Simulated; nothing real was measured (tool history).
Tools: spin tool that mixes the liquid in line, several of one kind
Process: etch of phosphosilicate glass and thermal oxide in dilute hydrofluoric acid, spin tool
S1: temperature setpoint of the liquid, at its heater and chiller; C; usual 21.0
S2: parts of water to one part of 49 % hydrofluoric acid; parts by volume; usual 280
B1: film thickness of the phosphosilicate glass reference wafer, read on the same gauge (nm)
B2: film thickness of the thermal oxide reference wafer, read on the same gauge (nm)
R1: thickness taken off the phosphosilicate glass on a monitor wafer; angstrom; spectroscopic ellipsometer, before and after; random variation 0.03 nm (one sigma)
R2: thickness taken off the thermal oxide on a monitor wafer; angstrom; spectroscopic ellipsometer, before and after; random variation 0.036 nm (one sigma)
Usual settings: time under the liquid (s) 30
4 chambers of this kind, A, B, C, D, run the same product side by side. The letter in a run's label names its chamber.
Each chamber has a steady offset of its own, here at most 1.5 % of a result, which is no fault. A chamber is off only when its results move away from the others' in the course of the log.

run 1C hour=5.8 | S1=21.0 S2=280 time_under_the_liquid_(s)=30 | B1=89.995 B2=79.997 | R1=55.810 R2=4.0708
run 2B hour=12.9 | S1=21.0 S2=280 time_under_the_liquid_(s)=30 | B1=90.024 B2=80.003 | R1=56.594 R2=4.4019
run 3A hour=17.5 | S1=21.0 S2=280 time_under_the_liquid_(s)=30 | B1=90.014 B2=79.996 | R1=55.808 R2=3.7821
run 4D hour=24.7 | S1=21.0 S2=280 time_under_the_liquid_(s)=30 | B1=90.040 B2=80.006 | R1=56.062 R2=3.9195
run 5B hour=30.9 | S1=21.0 S2=280 time_under_the_liquid_(s)=30 | B1=89.987 B2=79.986 | R1=56.552 R2=3.6497
run 6A hour=38.1 | S1=21.0 S2=280 time_under_the_liquid_(s)=30 | B1=90.012 B2=80.008 | R1=56.303 R2=3.5519
run 7C hour=43.3 | S1=21.0 S2=280 time_under_the_liquid_(s)=30 | B1=89.975 B2=79.993 | R1=55.593 R2=3.8037
run 8D hour=49.2 | S1=21.0 S2=280 time_under_the_liquid_(s)=30 | B1=90.021 B2=79.996 | R1=56.161 R2=4.8010
run 9B hour=58.5 | S1=21.0 S2=280 time_under_the_liquid_(s)=30 | B1=89.999 B2=80.006 | R1=56.619 R2=4.1856
run 10D hour=66.0 | S1=21.0 S2=280 time_under_the_liquid_(s)=30 | B1=89.996 B2=80.004 | R1=55.885 R2=4.1997
run 11C hour=73.8 | S1=21.0 S2=280 time_under_the_liquid_(s)=30 | B1=89.992 B2=80.002 | R1=56.382 R2=4.5791
run 12A hour=83.5 | S1=21.0 S2=280 time_under_the_liquid_(s)=30 | B1=89.954 B2=80.007 | R1=55.793 R2=3.7265
-- hour=86.1 chamber A: thermometer replaced
run 13D hour=92.3 | S1=21.0 S2=280 time_under_the_liquid_(s)=30 | B1=90.001 B2=79.993 | R1=56.868 R2=4.0495
run 14B hour=102.1 | S1=21.0 S2=280 time_under_the_liquid_(s)=30 | B1=90.032 B2=79.990 | R1=56.330 R2=3.4705
run 15C hour=110.9 | S1=21.0 S2=280 time_under_the_liquid_(s)=30 | B1=90.004 B2=79.997 | R1=55.424 R2=3.7011
run 16A hour=120.7 | S1=21.0 S2=280 time_under_the_liquid_(s)=30 | B1=89.996 B2=80.000 | R1=55.711 R2=4.7596
run 17B hour=129.8 | S1=21.0 S2=280 time_under_the_liquid_(s)=30 | B1=90.001 B2=80.005 | R1=56.313 R2=4.4714
run 18D hour=138.5 | S1=21.0 S2=280 time_under_the_liquid_(s)=30 | B1=90.022 B2=80.004 | R1=56.235 R2=3.5730
run 19C hour=148.2 | S1=26.0 S2=280 time_under_the_liquid_(s)=30 | B1=90.007 B2=79.993 | R1=66.370 R2=4.9206
-- hour=149.9 chamber C: hydrofluoric acid flow meter replaced
run 20A hour=158.0 | S1=26.0 S2=280 time_under_the_liquid_(s)=30 | B1=89.990 B2=80.002 | R1=66.980 R2=4.6502
run 21C hour=167.0 | S1=26.0 S2=280 time_under_the_liquid_(s)=30 | B1=90.026 B2=79.982 | R1=66.595 R2=4.9294
run 22A hour=174.7 | S1=26.0 S2=280 time_under_the_liquid_(s)=30 | B1=89.993 B2=79.998 | R1=67.323 R2=4.7738
run 23B hour=179.1 | S1=21.0 S2=280 time_under_the_liquid_(s)=30 | B1=90.018 B2=80.003 | R1=56.366 R2=4.6085
run 24D hour=188.6 | S1=19.5 S2=280 time_under_the_liquid_(s)=30 | B1=89.972 B2=80.014 | R1=53.260 R2=4.3616
run 25C hour=193.3 | S1=19.5 S2=280 time_under_the_liquid_(s)=30 | B1=89.990 B2=80.004 | R1=52.872 R2=3.4752
run 26B hour=202.3 | S1=19.5 S2=280 time_under_the_liquid_(s)=30 | B1=90.007 B2=79.994 | R1=53.165 R2=3.7565
run 27D hour=212.0 | S1=19.5 S2=280 time_under_the_liquid_(s)=30 | B1=90.022 B2=79.994 | R1=53.539 R2=4.1556
run 28A hour=218.5 | S1=21.0 S2=280 time_under_the_liquid_(s)=30 | B1=90.018 B2=79.996 | R1=56.180 R2=3.4040
run 29D hour=227.3 | S1=21.0 S2=280 time_under_the_liquid_(s)=30 | B1=90.033 B2=80.007 | R1=56.395 R2=3.6673
run 30A hour=235.8 | S1=21.0 S2=280 time_under_the_liquid_(s)=30 | B1=90.007 B2=80.000 | R1=55.770 R2=3.6403
run 31B hour=240.5 | S1=21.0 S2=280 time_under_the_liquid_(s)=30 | B1=90.019 B2=80.003 | R1=56.250 R2=3.7782
run 32C hour=245.4 | S1=21.0 S2=280 time_under_the_liquid_(s)=30 | B1=90.008 B2=80.009 | R1=55.431 R2=3.8980
run 33C hour=253.2 | S1=21.0 S2=280 time_under_the_liquid_(s)=30 | B1=89.989 B2=80.011 | R1=56.167 R2=3.9170
run 34A hour=260.9 | S1=21.0 S2=280 time_under_the_liquid_(s)=30 | B1=89.996 B2=80.006 | R1=56.213 R2=4.5366
run 35D hour=265.5 | S1=21.0 S2=280 time_under_the_liquid_(s)=30 | B1=89.982 B2=80.002 | R1=56.231 R2=4.5567
run 36B hour=271.4 | S1=21.0 S2=280 time_under_the_liquid_(s)=30 | B1=90.017 B2=80.005 | R1=55.755 R2=3.7159
run 37C hour=278.4 | S1=21.0 S2=280 time_under_the_liquid_(s)=30 | B1=90.004 B2=79.998 | R1=55.638 R2=4.0889
run 38B hour=284.3 | S1=21.0 S2=280 time_under_the_liquid_(s)=30 | B1=90.012 B2=79.992 | R1=56.636 R2=3.8957
run 39A hour=289.5 | S1=17.5 S2=195 time_under_the_liquid_(s)=30 | B1=90.003 B2=80.011 | R1=77.001 R2=4.6238
run 40D hour=298.3 | S1=17.5 S2=195 time_under_the_liquid_(s)=30 | B1=89.974 B2=80.003 | R1=76.622 R2=4.5159
-- hour=299.6 chamber D: thermometer replaced
run 41D hour=306.3 | S1=17.5 S2=195 time_under_the_liquid_(s)=30 | B1=89.989 B2=80.000 | R1=77.007 R2=6.0825

All 4 chambers run these settings next. Forecast each chamber's results:
run 42A hour=313.4 | S1=21.0 S2=280 time_under_the_liquid_(s)=30 | R1=? R2=?
run 42B hour=313.4 | S1=21.0 S2=280 time_under_the_liquid_(s)=30 | R1=? R2=?
run 42C hour=313.4 | S1=21.0 S2=280 time_under_the_liquid_(s)=30 | R1=? R2=?
run 42D hour=313.4 | S1=21.0 S2=280 time_under_the_liquid_(s)=30 | R1=? R2=?

run=42A R1=56.166 R2=4.0747
run=42B R1=56.860 R2=4.2268
run=42C R1=56.059 R2=3.7583
run=42D R1=56.644 R2=4.2803

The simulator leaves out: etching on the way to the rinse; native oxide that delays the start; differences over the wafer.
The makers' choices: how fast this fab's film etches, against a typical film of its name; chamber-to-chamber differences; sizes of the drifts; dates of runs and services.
